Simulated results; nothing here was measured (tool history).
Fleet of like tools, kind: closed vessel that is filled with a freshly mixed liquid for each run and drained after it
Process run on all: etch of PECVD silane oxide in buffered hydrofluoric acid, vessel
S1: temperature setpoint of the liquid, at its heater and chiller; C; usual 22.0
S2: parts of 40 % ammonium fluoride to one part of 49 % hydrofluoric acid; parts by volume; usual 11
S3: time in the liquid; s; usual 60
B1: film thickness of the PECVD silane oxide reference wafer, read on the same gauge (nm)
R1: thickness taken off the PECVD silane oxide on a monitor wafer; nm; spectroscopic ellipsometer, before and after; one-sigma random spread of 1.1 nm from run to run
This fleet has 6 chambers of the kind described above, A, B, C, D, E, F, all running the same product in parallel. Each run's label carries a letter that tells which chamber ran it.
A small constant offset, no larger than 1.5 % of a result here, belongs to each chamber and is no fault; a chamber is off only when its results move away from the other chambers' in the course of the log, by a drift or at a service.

{"run": "1E", "day": 0.562, "S1": 22.0, "S2": 11, "S3": 60, "B1": 110.0, "R1": 119.93}
{"run": "2F", "day": 0.888, "S1": 22.0, "S2": 11, "S3": 60, "B1": 109.99, "R1": 122.47}
{"run": "3C", "day": 1.221, "S1": 22.0, "S2": 11, "S3": 60, "B1": 110.0, "R1": 122.53}
{"run": "4A", "day": 1.733, "S1": 22.0, "S2": 11, "S3": 60, "B1": 109.99, "R1": 123.88}
{"run": "5B", "day": 2.004, "S1": 22.0, "S2": 11, "S3": 60, "B1": 109.98, "R1": 123.8}
{"run": "6D", "day": 2.379, "S1": 22.0, "S2": 11, "S3": 60, "B1": 110.01, "R1": 121.71}
{"run": "7C", "day": 2.758, "S1": 22.0, "S2": 11, "S3": 60, "B1": 109.99, "R1": 122.59}
{"day": 3.188, "done": "chamber F: thermometer replaced"}
{"run": "8F", "day": 3.196, "S1": 22.0, "S2": 11, "S3": 60, "B1": 110.0, "R1": 122.23}
{"day": 3.221, "done": "chamber A: thermometer replaced"}
{"run": "9E", "day": 3.671, "S1": 22.0, "S2": 11, "S3": 60, "B1": 110.0, "R1": 121.44}
{"day": 3.704, "done": "chamber D: thermometer replaced"}
{"run": "10D", "day": 4.088, "S1": 22.0, "S2": 11, "S3": 60, "B1": 109.99, "R1": 120.38}
{"day": 4.596, "done": "chamber E: hydrofluoric acid flow meter replaced"}
{"run": "11A", "day": 4.646, "S1": 22.0, "S2": 11, "S3": 60, "B1": 109.99, "R1": 124.11}
{"run": "12B", "day": 5.008, "S1": 22.0, "S2": 11, "S3": 60, "B1": 110.0, "R1": 122.5}
{"run": "13D", "day": 5.533, "S1": 22.0, "S2": 11, "S3": 60, "B1": 110.01, "R1": 122.31}
{"run": "14A", "day": 5.8, "S1": 22.0, "S2": 11, "S3": 60, "B1": 110.0, "R1": 120.03}
{"day": 5.888, "done": "chamber B: hydrofluoric acid flow meter replaced"}
{"run": "15C", "day": 6.312, "S1": 22.0, "S2": 11, "S3": 60, "B1": 110.0, "R1": 122.18}
{"run": "16F", "day": 6.838, "S1": 22.0, "S2": 11, "S3": 60, "B1": 110.0, "R1": 123.38}
{"run": "17B", "day": 7.112, "S1": 22.0, "S2": 11, "S3": 60, "B1": 110.02, "R1": 124.95}
{"run": "18E", "day": 7.617, "S1": 22.0, "S2": 11, "S3": 60, "B1": 109.98, "R1": 119.11}
{"run": "19F", "day": 8.021, "S1": 22.0, "S2": 11, "S3": 60, "B1": 110.0, "R1": 122.72}
{"run": "20B", "day": 8.438, "S1": 22.0, "S2": 11, "S3": 60, "B1": 110.0, "R1": 123.54}
{"run": "21D", "day": 9.008, "S1": 22.0, "S2": 11, "S3": 60, "B1": 109.98, "R1": 122.74}
{"run": "22C", "day": 9.488, "S1": 22.0, "S2": 11, "S3": 60, "B1": 109.99, "R1": 122.33}
{"run": "23A", "day": 9.767, "S1": 22.0, "S2": 11, "S3": 60, "B1": 109.99, "R1": 123.62}
{"day": 9.992, "done": "chamber F: hydrofluoric acid flow meter replaced"}
{"run": "24E", "day": 10.262, "S1": 22.0, "S2": 11, "S3": 60, "B1": 109.99, "R1": 119.93}
{"run": "25A", "day": 10.762, "S1": 22.0, "S2": 11, "S3": 60, "B1": 110.0, "R1": 122.39}
{"run": "26C", "day": 11.192, "S1": 22.0, "S2": 11, "S3": 60, "B1": 110.01, "R1": 125.32}
{"run": "27B", "day": 11.442, "S1": 19.5, "S2": 11, "S3": 60, "B1": 110.01, "R1": 106.28}
{"run": "28E", "day": 11.829, "S1": 19.5, "S2": 11, "S3": 60, "B1": 110.0, "R1": 105.59}
{"run": "29F", "day": 12.262, "S1": 19.5, "S2": 11, "S3": 60, "B1": 109.99, "R1": 106.71}
{"run": "30D", "day": 12.608, "S1": 19.5, "S2": 11, "S3": 60, "B1": 110.0, "R1": 105.67}
{"run": "31D", "day": 12.971, "S1": 19.5, "S2": 11, "S3": 60, "B1": 109.98, "R1": 105.09}
{"run": "32B", "day": 13.292, "S1": 19.5, "S2": 11, "S3": 60, "B1": 109.99, "R1": 107.07}
{"run": "33C", "day": 13.638, "S1": 22.0, "S2": 11, "S3": 35, "B1": 109.99, "R1": 71.652}
{"run": "34E", "day": 13.967, "S1": 22.0, "S2": 11, "S3": 35, "B1": 110.0, "R1": 70.773}
{"run": "35F", "day": 14.254, "S1": 22.0, "S2": 11, "S3": 35, "B1": 110.0, "R1": 70.425}
{"run": "36A", "day": 14.592, "S1": 22.0, "S2": 11, "S3": 35, "B1": 110.01, "R1": 70.008}
{"run": "37A", "day": 14.938, "S1": 22.0, "S2": 11, "S3": 35, "B1": 110.0, "R1": 71.567}
{"run": "38C", "day": 15.238, "S1": 22.0, "S2": 11, "S3": 35, "B1": 110.01, "R1": 71.203}
{"run": "39D", "day": 15.725, "S1": 22.0, "S2": 11, "S3": 60, "B1": 110.0, "R1": 120.94}

The same settings go to every chamber for the next run, one line per chamber below. Forecast the results for each:
{"run": "40A", "day": 16.138, "S1": 22.0, "S2": 8, "S3": 60, "R1": "?"}
{"run": "40B", "day": 16.138, "S1": 22.0, "S2": 8, "S3": 60, "R1": "?"}
{"run": "40C", "day": 16.138, "S1": 22.0, "S2": 8, "S3": 60, "R1": "?"}
{"run": "40D", "day": 16.138, "S1": 22.0, "S2": 8, "S3": 60, "R1": "?"}
{"run": "40E", "day": 16.138, "S1": 22.0, "S2": 8, "S3": 60, "R1": "?"}
{"run": "40F", "day": 16.138, "S1": 22.0, "S2": 8, "S3": 60, "R1": "?"}

run=40A R1=162.030
run=40B R1=163.750
run=40C R1=164.330
run=40D R1=160.350
run=40E R1=159.860
run=40F R1=164.340
